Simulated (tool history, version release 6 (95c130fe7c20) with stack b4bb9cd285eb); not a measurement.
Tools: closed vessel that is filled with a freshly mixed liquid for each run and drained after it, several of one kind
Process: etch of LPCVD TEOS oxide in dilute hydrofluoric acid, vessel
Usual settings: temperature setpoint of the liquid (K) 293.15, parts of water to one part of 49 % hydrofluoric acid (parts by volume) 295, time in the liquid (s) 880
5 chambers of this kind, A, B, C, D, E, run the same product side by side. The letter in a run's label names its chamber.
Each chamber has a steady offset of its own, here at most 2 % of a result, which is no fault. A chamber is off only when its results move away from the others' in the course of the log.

| run | hour | temperature setpoint of the liquid (K) | parts of water to one part of 49 % hydrofluoric acid (parts by volume) | time in the liquid (s) | hours since the thermometer was replaced | hours since the hydrofluoric acid flow meter was replaced | read-back film thickness of the LPCVD TEOS oxide reference wafer, read on the same gauge (nm) | thickness taken off the LPCVD TEOS oxide on a monitor wafer (Å) |
|---|---|---|---|---|---|---|---|---|
| 1B | 2.5 | 293.15 | 295 | 880 | 45.7 | 1095.6 | 29.984 | 356.90 |
| 2E | 5.6 | 293.15 | 295 | 880 | 1009.3 | 1434.0 | 30.013 | 355.14 |
| 3A | 8.5 | 293.15 | 295 | 880 | 717.4 | 1398.9 | 30.038 | 357.12 |
| 4D | 10.7 | 293.15 | 295 | 880 | 1023.1 | 930.0 | 29.972 | 347.82 |
| 5C | 13.1 | 293.15 | 295 | 880 | 238.2 | 1390.9 | 29.993 | 350.18 |
| 6E | 15.8 | 293.15 | 295 | 880 | 1019.5 | 1444.2 | 30.014 | 357.85 |
| 7D | 19.7 | 293.15 | 295 | 880 | 1032.1 | 939.0 | 30.012 | 352.49 |
| 8B | 23.4 | 293.15 | 295 | 880 | 66.6 | 1116.5 | 30.013 | 358.49 |
| 9C | 27.1 | 293.15 | 295 | 880 | 252.2 | 1404.9 | 30.003 | 346.78 |
| 10A | 31.1 | 293.15 | 295 | 1270 | 740.0 | 1421.5 | 29.963 | 509.38 |
| 11A | 35.7 | 293.15 | 295 | 1270 | 744.6 | 1426.1 | 29.990 | 511.09 |
|  | 39.6 | chamber C: hydrofluoric acid flow meter replaced |
| 12B | 40.6 | 293.15 | 295 | 1270 | 83.8 | 1133.7 | 29.997 | 517.10 |
| 13E | 45.2 | 293.15 | 295 | 1270 | 1048.9 | 1473.6 | 30.020 | 516.39 |
| 14C | 49.8 | 293.15 | 295 | 1270 | 274.9 | 10.3 | 29.940 | 503.24 |
| 15D | 53.4 | 291.15 | 235 | 880 | 1065.8 | 972.7 | 29.956 | 431.71 |
| 16E | 56.6 | 291.15 | 235 | 880 | 1060.3 | 1485.0 | 29.992 | 437.87 |
| 17B | 59.9 | 291.15 | 235 | 880 | 103.1 | 1153.0 | 30.004 | 447.66 |
| 18D | 63.7 | 291.15 | 235 | 880 | 1076.1 | 983.0 | 29.952 | 432.86 |
| 19C | 67.6 | 291.15 | 235 | 880 | 292.7 | 28.1 | 30.013 | 426.85 |
| 20A | 70.4 | 293.15 | 295 | 880 | 779.3 | 1460.8 | 29.974 | 356.79 |
| 21E | 74.3 | 293.15 | 295 | 880 | 1078.0 | 1502.7 | 30.057 | 362.17 |
| 22D | 76.7 | 293.15 | 295 | 880 | 1089.1 | 996.0 | 29.985 | 345.90 |
| 23A | 79.2 | 293.15 | 295 | 880 | 788.1 | 1469.6 | 30.023 | 355.25 |
| 24B | 81.7 | 293.15 | 295 | 880 | 124.9 | 1174.8 | 29.992 | 364.85 |
| 25C | 85.2 | 293.15 | 295 | 880 | 310.3 | 45.7 | 30.039 | 347.94 |
| 26B | 89.2 | 293.15 | 295 | 880 | 132.4 | 1182.3 | 30.001 | 362.45 |
| 27C | 94.0 | 293.15 | 160 | 440 | 319.1 | 54.5 | 29.976 | 359.06 |
| 28D | 98.4 | 293.15 | 160 | 440 | 1110.8 | 1017.7 | 29.978 | 373.99 |
| 29A | 102.0 | 293.15 | 160 | 440 | 810.9 | 1492.4 | 30.016 | 364.50 |
| 30E | 106.3 | 293.15 | 160 | 440 | 1110.0 | 1534.7 | 30.003 | 375.20 |
|  | 107.0 | chamber E: hydrofluoric acid flow meter replaced |
| 31A | 109.4 | 293.15 | 160 | 440 | 818.3 | 1499.8 | 30.010 | 368.41 |
| 32E | 114.3 | 293.15 | 295 | 880 | 1118.0 | 7.4 | 29.971 | 356.91 |
| 33D | 117.1 | 293.15 | 295 | 880 | 1129.5 | 1036.4 | 29.989 | 347.21 |
| 34C | 121.9 | 293.15 | 295 | 880 | 347.0 | 82.4 | 30.028 | 346.05 |

What goes on in this fleet: one chamber off, a drifting gauge, or nothing beyond the chambers' own small offsets? Name the chamber and the cause, if any.

Chamber B drifts away from the others.
Cause: hydrofluoric acid flow above the setpoint (%) = 3.78.
The log may not tell that from: liquid hotter than its thermometer reads (K).

Here are 4 candidates for chamber B's next run, each the usual settings with a change, their results left as question marks. Which one brings its results back in line with what the others give on the usual settings?
In line means no further than this from the other chambers' mean on the usual settings: thickness taken off the LPCVD TEOS oxide on a monitor wafer (Å) 11.00
| 35B-1 | 125.5 | 291.65 | 295 | 880 |  |  |  | ? |
| 35B-2 | 125.5 | 296.15 | 295 | 880 |  |  |  | ? |
| 35B-3 | 125.5 | 293.15 | 310 | 835 |  |  |  | ? |
| 35B-4 | 125.5 | 293.15 | 285 | 880 |  |  |  | ? |

The other chambers' mean on the usual settings: thickness taken off the LPCVD TEOS oxide on a monitor wafer (Å) 352.53
| run | thickness taken off the LPCVD TEOS oxide on a monitor wafer (Å) |
|---|---|
| 35B-1 | 347.35 |
| 35B-2 | 410.38 |
| 35B-3 | 327.40 |
| 35B-4 | 384.17 |
35B-1 brings the chamber back in line.
